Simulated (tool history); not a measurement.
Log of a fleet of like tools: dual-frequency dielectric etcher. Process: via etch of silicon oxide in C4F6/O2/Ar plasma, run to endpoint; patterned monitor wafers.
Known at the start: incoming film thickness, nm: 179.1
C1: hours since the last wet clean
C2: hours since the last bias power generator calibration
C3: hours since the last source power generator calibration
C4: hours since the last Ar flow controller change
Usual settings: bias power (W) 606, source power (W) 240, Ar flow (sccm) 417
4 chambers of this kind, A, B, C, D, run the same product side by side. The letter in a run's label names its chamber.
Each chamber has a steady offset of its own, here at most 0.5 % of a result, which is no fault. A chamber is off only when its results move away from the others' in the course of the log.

At hour 1.8: chamber D: Ar flow controller replaced.
Run 1C, hour 10.8: usual settings; C1 433.8; C2 144.1; C3 173.8; C4 2331.6. Result: endpoint time (s) 45.959.
Run 2D, hour 20.7: usual settings; C1 102.7; C2 643.2; C3 2661.2; C4 19.0. Result: endpoint time (s) 46.288.
Run 3A, hour 29.6: usual settings; C1 295.1; C2 2144.1; C3 1074.5; C4 1742.2. Result: endpoint time (s) 45.477.
Run 4B, hour 37.9: usual settings; C1 239.8; C2 1834.6; C3 487.9; C4 1047.9. Result: endpoint time (s) 45.375.
At hour 46.2: chamber C: wet clean of the chamber.
Run 5D, hour 51.9: usual settings; C1 133.9; C2 674.4; C3 2692.4; C4 50.2. Result: endpoint time (s) 46.309.
Run 6A, hour 63.0: usual settings; C1 328.5; C2 2177.5; C3 1107.9; C4 1775.6. Result: endpoint time (s) 46.073.
Run 7C, hour 75.1: usual settings; C1 28.9; C2 208.4; C3 238.1; C4 2395.9. Result: endpoint time (s) 46.148.
Run 8B, hour 82.6: usual settings but bias power (W) 673; C1 284.5; C2 1879.3; C3 532.6; C4 1092.6. Result: endpoint time (s) 43.669.
Run 9D, hour 89.7: usual settings but bias power (W) 673; C1 171.7; C2 712.2; C3 2730.2; C4 88.0. Result: endpoint time (s) 44.148.
Run 10C, hour 99.4: usual settings but bias power (W) 673; C1 53.2; C2 232.7; C3 262.4; C4 2420.2. Result: endpoint time (s) 43.880.
Run 11A, hour 109.2: usual settings but bias power (W) 673; C1 374.7; C2 2223.7; C3 1154.1; C4 1821.8. Result: endpoint time (s) 44.452.
Run 12B, hour 115.6: usual settings; C1 317.5; C2 1912.3; C3 565.6; C4 1125.6. Result: endpoint time (s) 46.212.
Run 13A, hour 125.1: usual settings; C1 390.6; C2 2239.6; C3 1170.0; C4 1837.7. Result: endpoint time (s) 46.247.
Run 14D, hour 135.5: usual settings; C1 217.5; C2 758.0; C3 2776.0; C4 133.8. Result: endpoint time (s) 46.114.
Run 15C, hour 142.3: usual settings; C1 96.1; C2 275.6; C3 305.3; C4 2463.1. Result: endpoint time (s) 46.334.
Run 16B, hour 151.1: usual settings; C1 353.0; C2 1947.8; C3 601.1; C4 1161.1. Result: endpoint time (s) 45.931.
At hour 157.4: chamber B: wet clean of the chamber.
Run 17D, hour 160.4: usual settings but bias power (W) 478, Ar flow (sccm) 491; C1 242.4; C2 782.9; C3 2800.9; C4 158.7. Result: endpoint time (s) 51.364.
Run 18C, hour 167.3: usual settings but bias power (W) 478, Ar flow (sccm) 491; C1 121.1; C2 300.6; C3 330.3; C4 2488.1. Result: endpoint time (s) 51.378.
Run 19A, hour 173.5: usual settings but bias power (W) 478, Ar flow (sccm) 491; C1 439.0; C2 2288.0; C3 1218.4; C4 1886.1. Result: endpoint time (s) 50.883.
Run 20B, hour 183.3: usual settings but bias power (W) 478, Ar flow (sccm) 491; C1 26.0; C2 1980.0; C3 633.3; C4 1193.3. Result: endpoint time (s) 50.305.
At hour 188.9: chamber A: Ar flow controller replaced.
Run 21A, hour 191.5: usual settings; C1 457.0; C2 2306.0; C3 1236.4; C4 2.6. Result: endpoint time (s) 45.528.
Run 22B, hour 205.1: usual settings; C1 47.8; C2 2001.8; C3 655.1; C4 1215.1. Result: endpoint time (s) 45.233.
Run 23D, hour 214.5: usual settings but bias power (W) 652, source power (W) 210; C1 296.5; C2 837.0; C3 2855.0; C4 212.8. Result: endpoint time (s) 46.906.
Run 24C, hour 220.7: usual settings but bias power (W) 652, source power (W) 210; C1 174.5; C2 354.0; C3 383.7; C4 2541.5. Result: endpoint time (s) 46.507.

Is one chamber off against the others, does the gauge drift, or is nothing wrong? If a chamber is off, say which, and what the likeliest cause is.

No chamber stands off beyond its own small offset, and the gauge holds steady.
